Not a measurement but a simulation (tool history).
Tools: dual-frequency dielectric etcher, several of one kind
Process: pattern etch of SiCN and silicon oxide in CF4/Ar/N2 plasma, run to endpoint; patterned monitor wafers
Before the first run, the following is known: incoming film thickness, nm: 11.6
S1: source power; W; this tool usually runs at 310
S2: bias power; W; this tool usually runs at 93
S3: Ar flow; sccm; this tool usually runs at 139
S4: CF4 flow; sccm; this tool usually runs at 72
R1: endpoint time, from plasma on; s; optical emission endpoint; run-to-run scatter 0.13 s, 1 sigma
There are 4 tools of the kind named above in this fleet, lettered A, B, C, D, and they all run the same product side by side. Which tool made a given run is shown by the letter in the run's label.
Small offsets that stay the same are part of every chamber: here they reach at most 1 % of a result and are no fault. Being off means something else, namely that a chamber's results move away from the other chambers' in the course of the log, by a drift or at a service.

run	day	S1	S2	S3	S4	R1
1B	0.521	310	93	139	72	17.862
# day 0.792: chamber A: source power generator calibrated
2A	0.942	310	93	139	72	17.805
3D	1.304	310	93	139	72	17.643
4C	1.554	310	93	139	72	17.735
5A	1.929	310	93	139	72	18.002
6B	2.229	270	74	139	72	22.231
# day 2.629: chamber A: Ar flow controller replaced
7D	2.746	270	74	139	72	21.874
8C	3.067	270	74	139	72	21.813
# day 3.475: chamber B: wet clean of the chamber
9D	3.592	270	74	139	72	22.294
10A	4.042	310	93	139	72	18.168
11C	4.562	310	93	139	72	17.804
12B	5.075	310	93	139	72	17.92
13B	5.608	310	93	139	72	18.113
14C	6.1	310	93	139	72	17.867
15D	6.562	310	93	139	72	17.799
# day 6.588: chamber C: CF4 flow controller replaced
16A	6.904	310	93	139	72	18.094
17C	7.15	310	93	139	72	17.883
18D	7.679	310	93	139	72	18.035
19B	8.112	310	93	139	72	17.737
20A	8.408	310	93	172	72	18.846
21C	8.65	310	93	172	72	18.113
22B	9.117	310	93	172	72	18.421
23A	9.571	310	93	172	72	18.953
24D	9.942	310	93	139	72	18.028
# day 10.325: chamber B: bias power generator calibrated
25A	10.325	310	93	139	72	18.292
26C	10.796	310	93	139	72	17.812
27B	11.142	310	93	139	72	17.713
28D	11.5	310	93	139	72	17.945
29B	11.792	310	93	139	72	17.895
30C	12.246	310	93	160	72	18.183
31A	12.621	310	93	160	72	18.856
32D	12.879	310	93	160	72	18.299
# day 13.25: chamber C: source power generator calibrated
33D	13.329	310	93	160	72	18.135
34A	13.588	310	93	139	72	18.137
35C	13.888	310	93	117	64	17.875
36B	14.392	310	93	117	64	17.783
37D	14.846	310	93	117	64	17.928
38A	15.321	310	93	117	64	18.561
39B	15.638	310	93	139	72	18.023
40C	16.125	310	93	114	72	17.308
41A	16.362	310	93	114	72	17.993

All 4 chambers run these settings next. Forecast each chamber's results:
42A	16.75	310	93	139	72	?
42B	16.75	310	93	139	72	?
42C	16.75	310	93	139	72	?
42D	16.75	310	93	139	72	?

run	R1
42A	18.394
42B	17.96
42C	17.705
42D	18.099
